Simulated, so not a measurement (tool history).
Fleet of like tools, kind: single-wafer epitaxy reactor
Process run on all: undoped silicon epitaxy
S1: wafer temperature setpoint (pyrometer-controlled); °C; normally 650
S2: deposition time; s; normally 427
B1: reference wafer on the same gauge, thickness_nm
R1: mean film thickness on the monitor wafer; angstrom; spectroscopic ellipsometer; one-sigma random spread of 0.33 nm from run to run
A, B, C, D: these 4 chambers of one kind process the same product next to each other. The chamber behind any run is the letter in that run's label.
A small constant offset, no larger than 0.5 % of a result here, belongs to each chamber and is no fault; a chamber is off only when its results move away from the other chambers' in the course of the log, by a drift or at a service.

run   hour   S1   S2      B1      R1
 1D    6.2  650  427  80.403  718.47
 2C   15.9  650  427  80.404  710.50
 3A   23.9  650  427  80.407  716.22
 4B   36.8  650  427  80.295  714.46
 5D   45.1  650  427  80.367  719.47
 6B   58.0  650  356  80.443  597.15
 7C   67.1  650  356  80.363  592.33
 8A   75.3  650  356  80.409  597.25
 9C   81.2  650  356  80.489  594.34
10B   90.0  650  427  80.257  719.07
11D  102.3  650  427  80.384  726.86
12A  114.9  642  427  80.242  605.11
13C  127.7  642  427  80.520  595.91
14D  140.7  642  427  80.388  602.68
     143.3  -- chamber A: pyrometer calibrated
15A  149.5  642  427  80.496  603.70
16B  160.3  650  427  80.514  721.77
17C  167.2  650  427  80.535  712.51
18A  173.0  650  427  80.445  721.11
19B  178.9  658  427  80.451  852.30
20D  187.2  658  427  80.295  858.00
21C  199.5  658  427  80.401  851.52
22A  211.7  658  427  80.381  859.88
23B  219.5  650  427  80.426  718.86
24D  228.6  650  427  80.387  715.68
25A  238.2  650  427  80.400  723.73
26C  248.2  650  427  80.376  715.01
27D  259.3  650  427  80.429  724.09
28B  272.2  650  427  80.405  724.81
29A  285.1  650  427  80.352  714.77
30C  295.8  650  427  80.354  717.56
31D  307.0  650  427  80.433  713.11
32B  319.8  650  427  80.476  718.77
33A  330.7  650  427  80.479  717.22
34B  343.9  650  427  80.375  718.76
35D  355.8  650  427  80.369  716.27
36C  363.9  650  427  80.408  714.59
37D  376.5  650  427  80.354  719.21
38B  385.2  650  427  80.420  710.31
39A  395.2  650  427  80.418  716.08
40C  404.1  650  427  80.443  713.85
41B  411.3  650  427  80.300  720.33
42A  422.8  650  427  80.375  718.88

What goes on in this fleet: one chamber off, a drifting gauge, or nothing beyond the chambers' own small offsets? Name the chamber and the cause, if any.

Neither any chamber nor the gauge drifts; the chambers differ only by their own small, steady offsets.

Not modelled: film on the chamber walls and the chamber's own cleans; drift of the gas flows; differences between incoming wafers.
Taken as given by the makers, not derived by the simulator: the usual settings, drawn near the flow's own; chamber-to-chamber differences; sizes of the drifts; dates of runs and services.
